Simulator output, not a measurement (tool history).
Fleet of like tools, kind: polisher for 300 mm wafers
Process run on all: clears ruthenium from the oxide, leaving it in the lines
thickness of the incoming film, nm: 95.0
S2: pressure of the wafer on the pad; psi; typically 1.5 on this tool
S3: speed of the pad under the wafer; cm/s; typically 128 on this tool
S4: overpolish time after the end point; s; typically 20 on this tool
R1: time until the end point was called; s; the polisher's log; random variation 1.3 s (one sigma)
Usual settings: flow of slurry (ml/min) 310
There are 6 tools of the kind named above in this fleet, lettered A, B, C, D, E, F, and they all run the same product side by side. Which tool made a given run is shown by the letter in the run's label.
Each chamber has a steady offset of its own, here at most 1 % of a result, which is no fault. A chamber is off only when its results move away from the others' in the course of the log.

{"day": 0.038, "done": "chamber F: worn pad replaced by a new one"}
{"run": "1B", "day": 0.183, "flow of slurry (ml/min)": 310, "S2": 1.5, "S3": 128, "S4": 20, "R1": 107.53}
{"run": "2D", "day": 0.312, "flow of slurry (ml/min)": 310, "S2": 1.5, "S3": 128, "S4": 20, "R1": 109.78}
{"run": "3F", "day": 0.425, "flow of slurry (ml/min)": 310, "S2": 1.5, "S3": 128, "S4": 20, "R1": 108.05}
{"run": "4A", "day": 0.667, "flow of slurry (ml/min)": 310, "S2": 1.5, "S3": 128, "S4": 20, "R1": 105.88}
{"run": "5E", "day": 0.838, "flow of slurry (ml/min)": 310, "S2": 1.5, "S3": 128, "S4": 20, "R1": 110.75}
{"day": 0.938, "done": "chamber F: head pressure recalibrated"}
{"run": "6C", "day": 1.025, "flow of slurry (ml/min)": 310, "S2": 1.5, "S3": 128, "S4": 20, "R1": 106.05}
{"run": "7F", "day": 1.133, "flow of slurry (ml/min)": 310, "S2": 1.5, "S3": 128, "S4": 20, "R1": 107.08}
{"run": "8A", "day": 1.317, "flow of slurry (ml/min)": 310, "S2": 1.5, "S3": 128, "S4": 20, "R1": 107.65}
{"run": "9D", "day": 1.45, "flow of slurry (ml/min)": 310, "S2": 1.5, "S3": 128, "S4": 11, "R1": 109.4}
{"run": "10C", "day": 1.642, "flow of slurry (ml/min)": 310, "S2": 1.5, "S3": 128, "S4": 11, "R1": 108.22}
{"run": "11E", "day": 1.804, "flow of slurry (ml/min)": 310, "S2": 1.5, "S3": 128, "S4": 11, "R1": 108.72}
{"run": "12B", "day": 1.979, "flow of slurry (ml/min)": 310, "S2": 1.5, "S3": 128, "S4": 11, "R1": 108.78}
{"day": 2.012, "done": "chamber D: worn pad replaced by a new one"}
{"day": 2.071, "done": "chamber D: slurry nozzle cleaned"}
{"day": 2.138, "done": "chamber A: worn pad replaced by a new one"}
{"day": 2.183, "done": "chamber E: head pressure recalibrated"}
{"run": "13E", "day": 2.204, "flow of slurry (ml/min)": 310, "S2": 1.5, "S3": 128, "S4": 11, "R1": 118.45}
{"run": "14F", "day": 2.333, "flow of slurry (ml/min)": 310, "S2": 1.5, "S3": 128, "S4": 11, "R1": 108.28}
{"run": "15C", "day": 2.45, "flow of slurry (ml/min)": 310, "S2": 1.5, "S3": 128, "S4": 20, "R1": 108.55}
{"run": "16A", "day": 2.642, "flow of slurry (ml/min)": 310, "S2": 1.5, "S3": 128, "S4": 20, "R1": 107.92}
{"run": "17D", "day": 2.85, "flow of slurry (ml/min)": 310, "S2": 1.5, "S3": 128, "S4": 20, "R1": 108.49}
{"run": "18B", "day": 2.996, "flow of slurry (ml/min)": 310, "S2": 1.5, "S3": 128, "S4": 20, "R1": 108.44}
{"day": 3.05, "done": "chamber B: worn pad replaced by a new one"}
{"run": "19F", "day": 3.142, "flow of slurry (ml/min)": 310, "S2": 1.5, "S3": 128, "S4": 20, "R1": 109.63}
{"day": 3.171, "done": "chamber E: worn pad replaced by a new one"}
{"run": "20E", "day": 3.333, "flow of slurry (ml/min)": 310, "S2": 1.5, "S3": 128, "S4": 20, "R1": 122.83}
{"run": "21B", "day": 3.446, "flow of slurry (ml/min)": 310, "S2": 1.5, "S3": 128, "S4": 20, "R1": 110.2}
{"run": "22C", "day": 3.596, "flow of slurry (ml/min)": 310, "S2": 1.5, "S3": 128, "S4": 20, "R1": 108.99}
{"day": 3.604, "done": "chamber B: slurry nozzle cleaned"}
{"run": "23A", "day": 3.721, "flow of slurry (ml/min)": 310, "S2": 1.5, "S3": 128, "S4": 20, "R1": 109.03}
{"run": "24D", "day": 3.833, "flow of slurry (ml/min)": 360, "S2": 1.5, "S3": 88, "S4": 20, "R1": 154.66}
{"run": "25F", "day": 3.988, "flow of slurry (ml/min)": 360, "S2": 1.5, "S3": 88, "S4": 20, "R1": 153.92}
{"run": "26D", "day": 4.129, "flow of slurry (ml/min)": 360, "S2": 1.5, "S3": 88, "S4": 20, "R1": 155.87}
{"run": "27A", "day": 4.288, "flow of slurry (ml/min)": 360, "S2": 1.5, "S3": 88, "S4": 20, "R1": 155.44}
{"run": "28B", "day": 4.517, "flow of slurry (ml/min)": 360, "S2": 1.5, "S3": 88, "S4": 20, "R1": 153.29}
{"run": "29C", "day": 4.671, "flow of slurry (ml/min)": 360, "S2": 1.5, "S3": 88, "S4": 20, "R1": 156.17}
{"run": "30E", "day": 4.892, "flow of slurry (ml/min)": 410, "S2": 1.5, "S3": 128, "S4": 20, "R1": 117.56}
{"run": "31F", "day": 5.0, "flow of slurry (ml/min)": 410, "S2": 1.5, "S3": 128, "S4": 20, "R1": 106.24}
{"run": "32B", "day": 5.158, "flow of slurry (ml/min)": 410, "S2": 1.5, "S3": 128, "S4": 20, "R1": 105.04}
{"run": "33E", "day": 5.321, "flow of slurry (ml/min)": 410, "S2": 1.5, "S3": 128, "S4": 20, "R1": 119.05}
{"run": "34A", "day": 5.512, "flow of slurry (ml/min)": 410, "S2": 1.5, "S3": 128, "S4": 20, "R1": 105.41}
{"run": "35D", "day": 5.65, "flow of slurry (ml/min)": 410, "S2": 1.5, "S3": 128, "S4": 20, "R1": 106.25}
{"run": "36C", "day": 5.783, "flow of slurry (ml/min)": 310, "S2": 1.5, "S3": 128, "S4": 20, "R1": 110.02}

One chamber off, gauge drift, or nothing amiss beyond the chambers' own small offsets? If it is a chamber, which one, and what is the likeliest cause?

Chamber E came out of a service off from its peers and stayed that way.
Likeliest cause: head's pressure below its setpoint, % = 10.3.

Which of the 4 candidates below, each the usual settings with something changed and its results left as question marks, puts chamber E back in line with what the other chambers give on the usual settings?
Maximum distance from the other chambers' mean on the usual settings for a result to count as in line: R1 4.7 s
{"run": "37E-1", "day": 5.954, "flow of slurry (ml/min)": 310, "S2": 1.4, "S3": 122, "S4": 20, "R1": "?"}
{"run": "37E-2", "day": 5.954, "flow of slurry (ml/min)": 310, "S2": 1.4, "S3": 114, "S4": 20, "R1": "?"}
{"run": "37E-3", "day": 5.954, "flow of slurry (ml/min)": 310, "S2": 1.8, "S3": 128, "S4": 20, "R1": "?"}
{"run": "37E-4", "day": 5.954, "flow of slurry (ml/min)": 310, "S2": 1.6, "S3": 136, "S4": 20, "R1": "?"}

On the usual settings, the other chambers give on average: R1 108.24 s
run=37E-1 R1=136.92
run=37E-2 R1=146.52
run=37E-3 R1=101.38
run=37E-4 R1=107.41
With 37E-4, the chamber falls back in line with the rest.

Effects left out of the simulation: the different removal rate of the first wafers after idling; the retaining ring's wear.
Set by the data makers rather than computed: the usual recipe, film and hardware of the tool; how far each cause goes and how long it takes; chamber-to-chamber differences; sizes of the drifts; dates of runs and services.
